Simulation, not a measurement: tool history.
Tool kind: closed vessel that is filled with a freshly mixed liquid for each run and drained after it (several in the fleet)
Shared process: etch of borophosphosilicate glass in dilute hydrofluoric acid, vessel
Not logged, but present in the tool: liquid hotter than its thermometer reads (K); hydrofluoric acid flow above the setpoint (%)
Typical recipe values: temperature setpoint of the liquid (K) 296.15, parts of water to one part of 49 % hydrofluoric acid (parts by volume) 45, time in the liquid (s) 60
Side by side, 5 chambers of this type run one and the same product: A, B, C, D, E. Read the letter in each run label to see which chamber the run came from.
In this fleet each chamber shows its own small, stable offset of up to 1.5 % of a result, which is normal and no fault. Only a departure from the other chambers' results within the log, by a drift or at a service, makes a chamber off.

run	hour	temperature setpoint of the liquid (K)	parts of water to one part of 49 % hydrofluoric acid (parts by volume)	time in the liquid (s)	hours since the thermometer was replaced	hours since the hydrofluoric acid flow meter was replaced	read-back film thickness of the borophosphosilicate glass reference wafer, read on the same gauge (nm)	thickness taken off the borophosphosilicate glass on a monitor wafer (angstrom)
1A	13.5	296.15	45	60	852.4	37.3	40.006	705.08
2E	22.7	296.15	45	60	870.9	147.2	39.996	713.72
3B	33.1	296.15	45	60	652.7	174.7	39.994	699.05
4D	44.4	296.15	45	60	1164.9	251.7	39.986	717.16
5C	53.9	296.15	45	60	144.6	1112.6	40.008	721.58
6B	61.7	296.15	45	60	681.3	203.3	40.007	703.42
7A	73.4	296.15	45	60	912.3	97.2	40.012	707.57
8C	85.8	296.15	45	60	176.5	1144.5	39.996	713.08
9D	99.7	296.15	45	60	1220.2	307.0	39.999	708.17
10E	113.3	296.15	30	60	961.5	237.8	40.015	1091.90
11D	125.5	296.15	30	60	1246.0	332.8	40.009	1088.20
12E	134.2	296.15	30	60	982.4	258.7	39.998	1084.60
13C	141.2	296.15	30	60	231.9	1199.9	40.018	1093.40
14A	150.0	296.15	30	60	988.9	173.8	40.002	1086.10
15B	159.0	296.15	45	60	778.6	300.6	39.987	717.49
16E	170.8	296.15	60	60	1019.0	295.3	39.992	522.96
17C	178.4	296.15	60	60	269.1	1237.1	39.980	521.80
18A	185.7	296.15	60	60	1024.6	209.5	40.018	513.77
19B	200.6	296.15	60	60	820.2	342.2	40.005	530.26
20D	213.4	296.15	60	60	1333.9	420.7	40.004	525.20
21D	223.9	296.15	45	60	1344.4	431.2	39.998	710.72
22C	231.1	296.15	35	60	321.8	1289.8	39.987	933.35
23A	242.3	296.15	35	60	1081.2	266.1	39.992	911.31
24B	253.0	296.15	35	60	872.6	394.6	39.991	952.52
25E	261.1	296.15	35	60	1109.3	385.6	40.003	927.25
26A	271.8	296.15	35	60	1110.7	295.6	40.009	917.13
27C	278.8	296.15	45	60	369.5	1337.5	40.008	712.49
28E	291.0	296.15	45	60	1139.2	415.5	40.009	707.27
29D	299.2	296.15	45	60	1419.7	506.5	40.010	713.81
# hour 307.8: chamber E: thermometer replaced
30B	313.7	296.15	45	60	933.3	455.3	39.991	744.97
31E	325.5	293.65	45	80	17.7	450.0	40.001	854.01
32C	334.6	293.65	45	80	425.3	1393.3	39.996	854.40
33B	343.1	293.65	45	80	962.7	484.7	40.029	905.93

Has any chamber moved away from the others, gradually or after a service, or does the common gauge drift, or do the chambers differ only by their own small steady offsets? State the chamber and the most likely cause if one applies.

Chamber B drifts away from the others.
Most likely cause: hydrofluoric acid flow above the setpoint (%) = 7.01.
The log may not separate it from: liquid hotter than its thermometer reads (K).

Below are 4 candidate recipes for chamber B's next run, each the usual settings with a change, their results shown as question marks. Which of them brings B's results back in line with what the other chambers give on the usual settings?
In line here means within this much of the mean the other chambers give on the usual settings: thickness taken off the borophosphosilicate glass on a monitor wafer (angstrom) 13.00
34B-1	353.8	294.65	45	60				?
34B-2	353.8	296.65	45	60				?
34B-3	353.8	295.65	45	60				?
34B-4	353.8	297.65	45	60				?

The other chambers' mean on the usual settings: thickness taken off the borophosphosilicate glass on a monitor wafer (angstrom) 710.70
run	thickness taken off the borophosphosilicate glass on a monitor wafer (angstrom)
34B-1	709.73
34B-2	770.80
34B-3	739.91
34B-4	803.07
34B-1 puts the chamber back in line with the other chambers.
